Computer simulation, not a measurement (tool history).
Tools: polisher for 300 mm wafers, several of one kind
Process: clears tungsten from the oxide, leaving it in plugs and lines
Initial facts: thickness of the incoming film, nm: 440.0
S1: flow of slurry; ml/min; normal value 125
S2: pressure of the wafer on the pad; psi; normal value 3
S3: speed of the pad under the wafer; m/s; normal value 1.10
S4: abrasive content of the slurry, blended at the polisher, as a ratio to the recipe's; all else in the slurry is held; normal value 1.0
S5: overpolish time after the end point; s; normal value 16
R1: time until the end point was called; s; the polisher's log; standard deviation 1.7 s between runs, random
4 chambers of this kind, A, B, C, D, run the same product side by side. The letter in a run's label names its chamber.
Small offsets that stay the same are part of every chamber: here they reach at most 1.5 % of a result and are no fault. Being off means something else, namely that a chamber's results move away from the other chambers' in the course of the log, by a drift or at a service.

At hour 6.9: chamber B: slurry nozzle cleaned.
Run 1D, hour 11.5: usual settings. Result: R1 119.900 s.
Run 2A, hour 19.3: usual settings. Result: R1 118.490 s.
At hour 22.6: chamber D: slurry blender recalibrated.
At hour 25.9: chamber B: slurry tank refilled with fresh slurry and peroxide.
Run 3B, hour 32.0: usual settings. Result: R1 118.000 s.
At hour 38.3: chamber D: slurry tank refilled with fresh slurry and peroxide.
At hour 40.6: chamber C: worn pad replaced by a new one.
Run 4C, hour 42.9: usual settings. Result: R1 118.940 s.
Run 5A, hour 52.7: usual settings. Result: R1 118.810 s.
Run 6C, hour 63.1: usual settings. Result: R1 117.720 s.
At hour 66.4: chamber A: slurry tank refilled with fresh slurry and peroxide.
Run 7D, hour 72.9: usual settings. Result: R1 117.920 s.
At hour 73.8: chamber D: slurry nozzle cleaned.
Run 8B, hour 84.1: usual settings. Result: R1 116.700 s.
At hour 86.6: chamber B: slurry blender recalibrated.
Run 9B, hour 90.6: usual settings. Result: R1 117.120 s.
Run 10C, hour 102.9: usual settings. Result: R1 115.680 s.
At hour 103.8: chamber D: worn pad replaced by a new one.
Run 11A, hour 110.6: usual settings. Result: R1 118.570 s.
Run 12D, hour 117.4: usual settings. Result: R1 117.890 s.
Run 13B, hour 127.6: usual settings. Result: R1 118.580 s.
At hour 129.3: chamber C: worn pad replaced by a new one.
At hour 134.0: chamber A: worn pad replaced by a new one.
At hour 135.6: chamber A: slurry tank refilled with fresh slurry and peroxide.
Run 14C, hour 136.1: usual settings. Result: R1 120.590 s.
At hour 141.8: chamber B: worn pad replaced by a new one.
Run 15A, hour 149.2: usual settings. Result: R1 118.800 s.
At hour 151.3: chamber B: slurry tank refilled with fresh slurry and peroxide.
Run 16D, hour 159.5: usual settings. Result: R1 119.190 s.
At hour 164.4: chamber A: slurry blender recalibrated.
At hour 165.3: chamber A: head pressure recalibrated.
Run 17D, hour 169.0: usual settings but S3 1.44 m/s, S4 0.8. Result: R1 95.600 s.
Run 18B, hour 180.4: usual settings but S3 1.44 m/s, S4 0.8. Result: R1 93.994 s.
At hour 182.7: chamber D: slurry tank refilled with fresh slurry and peroxide.
Run 19A, hour 188.7: usual settings but S3 1.44 m/s, S4 0.8. Result: R1 94.480 s.
Run 20C, hour 201.4: usual settings but S3 1.44 m/s, S4 0.8. Result: R1 103.730 s.
At hour 207.8: chamber A: slurry tank refilled with fresh slurry and peroxide.
Run 21C, hour 208.8: usual settings. Result: R1 125.190 s.
At hour 214.9: chamber C: worn pad replaced by a new one.
Run 22D, hour 215.9: usual settings. Result: R1 120.180 s.
At hour 220.5: chamber C: slurry nozzle cleaned.
At hour 224.1: chamber D: slurry blender recalibrated.
Run 23B, hour 226.4: usual settings but S5 11 s. Result: R1 117.340 s.
Run 24A, hour 237.1: usual settings but S5 11 s. Result: R1 119.630 s.
Run 25B, hour 250.2: usual settings but S5 11 s. Result: R1 118.320 s.
At hour 259.4: chamber D: worn pad replaced by a new one.
Run 26A, hour 259.6: usual settings but S5 11 s. Result: R1 120.980 s.
Run 27D, hour 272.3: usual settings. Result: R1 119.480 s.
Run 28C, hour 284.3: usual settings. Result: R1 134.590 s.

Which is it: a chamber that has drifted or been left off by a service, a gauge drift common to all chambers, or only each chamber's usual small offset? If a chamber is off, name it and its likeliest cause.

It is chamber C that slowly wanders off from its peers.
Likeliest cause: peroxide lost from the slurry, % = 28.7.
The log may not tell that from: head's pressure below its setpoint, %.

Below are 4 candidate recipes for chamber C's next run, each the usual settings with a change, their results shown as question marks. Which of them brings C's results back in line with what the other chambers give on the usual settings?
A result is in line if it is within this distance of the other chambers' mean on the usual settings: R1 5.900 s
Run 29C-1, hour 293.9: usual settings but S2 3.3 psi. Result: R1 ?.
Run 29C-2, hour 293.9: usual settings but S2 2.8 psi, S3 1.04 m/s. Result: R1 ?.
Run 29C-3, hour 293.9: usual settings but S1 130 ml/min, S4 1.05. Result: R1 ?.
Run 29C-4, hour 293.9: usual settings but S3 1.08 m/s. Result: R1 ?.

The other chambers' mean on the usual settings: R1 119.240 s
  run       R1
29C-1  120.030
29C-2  149.420
29C-3  129.370
29C-4  134.390
29C-1 puts the chamber back in line with the other chambers.
